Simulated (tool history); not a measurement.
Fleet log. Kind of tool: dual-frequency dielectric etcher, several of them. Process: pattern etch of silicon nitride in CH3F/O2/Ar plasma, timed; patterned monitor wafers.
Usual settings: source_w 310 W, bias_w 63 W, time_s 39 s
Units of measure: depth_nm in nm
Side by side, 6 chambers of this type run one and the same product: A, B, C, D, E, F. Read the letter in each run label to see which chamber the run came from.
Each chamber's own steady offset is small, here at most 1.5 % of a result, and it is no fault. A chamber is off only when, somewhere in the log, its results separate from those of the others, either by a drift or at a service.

run   hour  source_w  bias_w  time_s  hours since the last wet clean  hours since the last source power generator calibration  hours since the last bias power generator calibration  read-back reference wafer on the same gauge, depth_nm  depth_nm
 1C    8.6       310      63      39                           178.4                                                     2344                                                 1045.3                                                 20.986    23.567
 2E   18.9       310      63      39                           156.8                                                    946.4                                                  690.2                                                 21.007    23.287
 3D   25.7       310      63      39                           440.3                                                   2199.8                                                 1025.4                                                 21.005    23.585
 4B   30.2       310      63      39                           133.6                                                     4848                                                 1525.1                                                 20.998     23.65
 5F   38.9       310      63      39                           295.2                                                   3763.7                                                 1746.7                                                     21    23.625
 6A   48.4       310      63      39                           158.7                                                    390.2                                                  833.1                                                 20.994    23.729
 7D   53.3       310      63      39                           467.9                                                   2227.4                                                   1053                                                 21.007    23.627
 8F   59.4       310      63      39                           315.7                                                   3784.2                                                 1767.2                                                 21.008    23.623
 9E   64.4       310      63      39                           202.3                                                    991.9                                                  735.7                                                  20.99     23.41
10C   70.1       310      63      39                           239.9                                                   2405.5                                                 1106.8                                                 20.984    23.582
11A   79.5       280      70      39                           189.8                                                    421.3                                                  864.2                                                 20.995    23.562
12B   88.4       280      70      39                           191.8                                                   4906.2                                                 1583.3                                                 20.979    23.533
13E   93.8       280      70      39                           231.7                                                   1021.3                                                  765.1                                                 20.984    23.378
14F  101.2       280      70      39                           357.5                                                     3826                                                   1809                                                 21.016    23.405
15C  107.9       280      70      39                           277.7                                                   2443.3                                                 1144.6                                                 21.003    23.606
16A  115.5       280      70      39                           225.8                                                    457.3                                                  900.2                                                 20.986    23.742
17D  122.5       310      63      39                           537.1                                                   2296.6                                                 1122.2                                                 20.986    23.872
     126.1  -- chamber B: source power generator calibrated
     126.8  -- chamber F: wet clean of the chamber
18B    131       310      63      39                           234.4                                                        5                                                 1625.9                                                 20.992    23.605
19A  136.1       310      63      39                           246.4                                                    477.9                                                  920.8                                                 20.993    23.628
20D  140.6       310      63      39                           555.2                                                   2314.7                                                 1140.3                                                 20.982    23.683
     146.3  -- chamber D: wet clean of the chamber
21F  147.4       310      63      39                            20.6                                                   3872.2                                                 1855.2                                                 20.996    23.681
22B  154.1       310      63      39                           257.5                                                     28.1                                                   1649                                                  21.01    23.515
23C  161.4       310      63      39                           331.2                                                   2496.8                                                 1198.1                                                 21.003    23.609
24E  169.4       310      63      39                           307.3                                                   1096.9                                                  840.7                                                 21.009    23.426
25C    174       310      63      39                           343.8                                                   2509.4                                                 1210.7                                                 21.007    23.567
26E  184.3       310      63      39                           322.2                                                   1111.8                                                  855.6                                                 20.997    23.326
27F  194.3       310      63      39                            67.5                                                   3919.1                                                 1902.1                                                 20.996     23.63
28B  200.1       310      63      39                           303.5                                                     74.1                                                   1695                                                 21.002    23.692
29A  210.2       340      63      39                           320.5                                                      552                                                  994.9                                                 20.998    24.527
30D  217.9       340      63      39                            71.6                                                     2392                                                 1217.6                                                     21    24.566
31A  222.9       340      63      39                           333.2                                                    564.7                                                 1007.6                                                 20.988    24.354
32D  232.7       340      63      39                            86.4                                                   2406.8                                                 1232.4                                                 21.002    24.554
33B  242.2       340      63      39                           345.6                                                    116.2                                                 1737.1                                                 20.987    24.483
34C  252.4       340      63      39                           422.2                                                   2587.8                                                 1289.1                                                 21.017    24.454
35F  256.9       310      63      39                           130.1                                                   3981.7                                                 1964.7                                                 20.989    23.677
36E  262.1       310      63      39                             400                                                   1189.6                                                  933.4                                                 20.996     23.28
37C  271.3       310      63      39                           441.1                                                   2606.7                                                   1308                                                 21.006     23.64
38F    278       380      63      34                           151.2                                                   4002.8                                                 1985.8                                                 21.006    22.171
39B  283.6       380      63      34                             387                                                    157.6                                                 1778.5                                                 21.006    22.186
40A  290.8       380      63      34                           401.1                                                    632.6                                                 1075.5                                                 20.987    22.333
41E  300.9       380      63      34                           438.8                                                   1228.4                                                  972.2                                                 21.017    22.135

The same settings go to every chamber for the next run, one line per chamber below. Forecast the results for each:
42A  308.2       310      51      39                                                                                                                                                                                                                ?
42B  308.2       310      51      39                                                                                                                                                                                                                ?
42C  308.2       310      51      39                                                                                                                                                                                                                ?
42D  308.2       310      51      39                                                                                                                                                                                                                ?
42E  308.2       310      51      39                                                                                                                                                                                                                ?
42F  308.2       310      51      39                                                                                                                                                                                                                ?

run  depth_nm
42A    22.084
42B    21.924
42C    22.031
42D    22.202
42E    21.787
42F    21.967

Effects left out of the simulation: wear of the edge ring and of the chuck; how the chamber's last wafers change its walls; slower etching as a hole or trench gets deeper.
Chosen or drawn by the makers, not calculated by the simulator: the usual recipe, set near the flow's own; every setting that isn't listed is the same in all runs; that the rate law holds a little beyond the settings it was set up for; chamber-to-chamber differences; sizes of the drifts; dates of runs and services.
